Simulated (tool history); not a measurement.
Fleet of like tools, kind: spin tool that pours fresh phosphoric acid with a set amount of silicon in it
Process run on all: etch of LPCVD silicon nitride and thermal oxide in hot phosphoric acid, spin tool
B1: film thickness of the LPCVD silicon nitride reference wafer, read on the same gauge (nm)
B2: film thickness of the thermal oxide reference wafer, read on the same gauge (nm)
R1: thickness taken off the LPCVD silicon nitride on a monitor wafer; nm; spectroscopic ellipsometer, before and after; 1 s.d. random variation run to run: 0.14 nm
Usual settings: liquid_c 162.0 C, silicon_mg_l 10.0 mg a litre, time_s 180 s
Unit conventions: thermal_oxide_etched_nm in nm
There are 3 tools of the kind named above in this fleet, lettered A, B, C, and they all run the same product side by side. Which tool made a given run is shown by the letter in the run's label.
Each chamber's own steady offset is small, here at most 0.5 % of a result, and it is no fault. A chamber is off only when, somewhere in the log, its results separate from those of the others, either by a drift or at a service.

run 1B hour=3.9 | liquid_c=162.0 silicon_mg_l=10.0 time_s=180 | B1=130.00 B2=120.02 | R1=16.1460 thermal_oxide_etched_nm=0.52069
run 2A hour=7.5 | liquid_c=162.0 silicon_mg_l=10.0 time_s=180 | B1=129.99 B2=120.00 | R1=16.0700 thermal_oxide_etched_nm=0.44984
run 3C hour=10.3 | liquid_c=162.0 silicon_mg_l=10.0 time_s=180 | B1=129.98 B2=120.02 | R1=16.1190 thermal_oxide_etched_nm=0.42720
run 4C hour=13.8 | liquid_c=162.0 silicon_mg_l=10.0 time_s=180 | B1=129.98 B2=120.00 | R1=16.0900 thermal_oxide_etched_nm=0.52004
run 5B hour=16.7 | liquid_c=162.0 silicon_mg_l=10.0 time_s=180 | B1=130.02 B2=120.02 | R1=16.0070 thermal_oxide_etched_nm=0.42389
run 6A hour=19.6 | liquid_c=162.0 silicon_mg_l=10.0 time_s=110 | B1=130.00 B2=119.98 | R1=9.8203 thermal_oxide_etched_nm=0.28872
run 7A hour=23.8 | liquid_c=162.0 silicon_mg_l=10.0 time_s=110 | B1=129.98 B2=120.02 | R1=9.9262 thermal_oxide_etched_nm=0.26721
run 8B hour=26.7 | liquid_c=162.0 silicon_mg_l=10.0 time_s=110 | B1=129.99 B2=119.99 | R1=9.8576 thermal_oxide_etched_nm=0.32313
run 9C hour=30.8 | liquid_c=162.0 silicon_mg_l=10.0 time_s=180 | B1=129.98 B2=120.00 | R1=16.2090 thermal_oxide_etched_nm=0.47726
run 10B hour=34.5 | liquid_c=162.0 silicon_mg_l=10.0 time_s=180 | B1=129.97 B2=120.00 | R1=16.2450 thermal_oxide_etched_nm=0.50143
run 11C hour=36.9 | liquid_c=162.0 silicon_mg_l=10.0 time_s=250 | B1=129.99 B2=120.01 | R1=22.5140 thermal_oxide_etched_nm=0.60734
run 12A hour=40.2 | liquid_c=162.0 silicon_mg_l=10.0 time_s=250 | B1=130.02 B2=119.99 | R1=22.3440 thermal_oxide_etched_nm=0.65032
run 13A hour=42.2 | liquid_c=162.0 silicon_mg_l=10.0 time_s=250 | B1=129.98 B2=120.02 | R1=21.9800 thermal_oxide_etched_nm=0.65034
run 14B hour=46.3 | liquid_c=162.0 silicon_mg_l=10.0 time_s=180 | B1=130.00 B2=120.00 | R1=16.1150 thermal_oxide_etched_nm=0.43780
run 15C hour=48.4 | liquid_c=162.0 silicon_mg_l=10.0 time_s=180 | B1=130.01 B2=120.00 | R1=16.2050 thermal_oxide_etched_nm=0.49876
run 16A hour=51.5 | liquid_c=162.0 silicon_mg_l=10.0 time_s=180 | B1=129.99 B2=120.00 | R1=15.9300 thermal_oxide_etched_nm=0.47603
run 17C hour=53.6 | liquid_c=162.0 silicon_mg_l=10.0 time_s=180 | B1=130.04 B2=120.00 | R1=16.3580 thermal_oxide_etched_nm=0.51904
run 18B hour=56.9 | liquid_c=162.0 silicon_mg_l=10.0 time_s=180 | B1=130.04 B2=120.00 | R1=15.6660 thermal_oxide_etched_nm=0.49470
run 19C hour=60.7 | liquid_c=162.0 silicon_mg_l=10.0 time_s=180 | B1=130.01 B2=119.99 | R1=16.3000 thermal_oxide_etched_nm=0.46540
run 20A hour=63.3 | liquid_c=162.0 silicon_mg_l=10.0 time_s=180 | B1=129.94 B2=120.00 | R1=15.8470 thermal_oxide_etched_nm=0.49901
run 21B hour=66.4 | liquid_c=162.0 silicon_mg_l=10.0 time_s=180 | B1=129.99 B2=120.00 | R1=15.7590 thermal_oxide_etched_nm=0.49879
run 22C hour=69.3 | liquid_c=162.0 silicon_mg_l=10.0 time_s=180 | B1=130.00 B2=119.99 | R1=16.0510 thermal_oxide_etched_nm=0.46410
run 23B hour=71.4 | liquid_c=162.0 silicon_mg_l=10.0 time_s=180 | B1=130.05 B2=120.00 | R1=15.8940 thermal_oxide_etched_nm=0.44076
run 24A hour=75.5 | liquid_c=162.0 silicon_mg_l=10.0 time_s=180 | B1=129.99 B2=119.99 | R1=16.0250 thermal_oxide_etched_nm=0.38643
run 25B hour=77.3 | liquid_c=162.0 silicon_mg_l=10.0 time_s=180 | B1=129.98 B2=120.02 | R1=15.3910 thermal_oxide_etched_nm=0.43016
run 26C hour=80.5 | liquid_c=162.0 silicon_mg_l=10.0 time_s=180 | B1=130.03 B2=120.00 | R1=16.1240 thermal_oxide_etched_nm=0.45010
run 27A hour=83.0 | liquid_c=161.0 silicon_mg_l=10.0 time_s=275 | B1=129.96 B2=119.99 | R1=23.5020 thermal_oxide_etched_nm=0.70021
run 28B hour=87.1 | liquid_c=161.0 silicon_mg_l=10.0 time_s=275 | B1=129.98 B2=120.01 | R1=22.6280 thermal_oxide_etched_nm=0.54880
run 29C hour=89.5 | liquid_c=161.0 silicon_mg_l=10.0 time_s=275 | B1=130.00 B2=120.01 | R1=23.8870 thermal_oxide_etched_nm=0.62377
run 30A hour=92.3 | liquid_c=162.0 silicon_mg_l=10.0 time_s=180 | B1=129.98 B2=119.99 | R1=16.3450 thermal_oxide_etched_nm=0.57832
run 31A hour=95.9 | liquid_c=162.0 silicon_mg_l=10.0 time_s=180 | B1=129.97 B2=120.00 | R1=16.1140 thermal_oxide_etched_nm=0.50652
run 32B hour=99.1 | liquid_c=162.0 silicon_mg_l=10.0 time_s=180 | B1=129.94 B2=120.02 | R1=15.2480 thermal_oxide_etched_nm=0.45112
run 33C hour=103.2 | liquid_c=162.0 silicon_mg_l=10.0 time_s=180 | B1=130.02 B2=120.00 | R1=16.1320 thermal_oxide_etched_nm=0.45447
run 34A hour=106.8 | liquid_c=162.0 silicon_mg_l=10.0 time_s=280 | B1=130.02 B2=119.99 | R1=25.1980 thermal_oxide_etched_nm=0.88269
run 35B hour=110.8 | liquid_c=162.0 silicon_mg_l=10.0 time_s=280 | B1=130.00 B2=119.99 | R1=23.6310 thermal_oxide_etched_nm=0.63088
run 36C hour=114.3 | liquid_c=162.0 silicon_mg_l=10.0 time_s=280 | B1=129.97 B2=120.02 | R1=25.0260 thermal_oxide_etched_nm=0.77518
run 37B hour=117.9 | liquid_c=160.0 silicon_mg_l=5.5 time_s=180 | B1=129.99 B2=120.03 | R1=14.0130 thermal_oxide_etched_nm=0.40475

All 3 chambers run these settings next. Forecast each chamber's results:
run 38A hour=120.9 | liquid_c=159.5 silicon_mg_l=10.0 time_s=180 | R1=? thermal_oxide_etched_nm=?
run 38B hour=120.9 | liquid_c=159.5 silicon_mg_l=10.0 time_s=180 | R1=? thermal_oxide_etched_nm=?
run 38C hour=120.9 | liquid_c=159.5 silicon_mg_l=10.0 time_s=180 | R1=? thermal_oxide_etched_nm=?

run=38A R1=14.9140 thermal_oxide_etched_nm=0.34276
run=38B R1=13.6540 thermal_oxide_etched_nm=0.34095
run=38C R1=14.8600 thermal_oxide_etched_nm=0.36137

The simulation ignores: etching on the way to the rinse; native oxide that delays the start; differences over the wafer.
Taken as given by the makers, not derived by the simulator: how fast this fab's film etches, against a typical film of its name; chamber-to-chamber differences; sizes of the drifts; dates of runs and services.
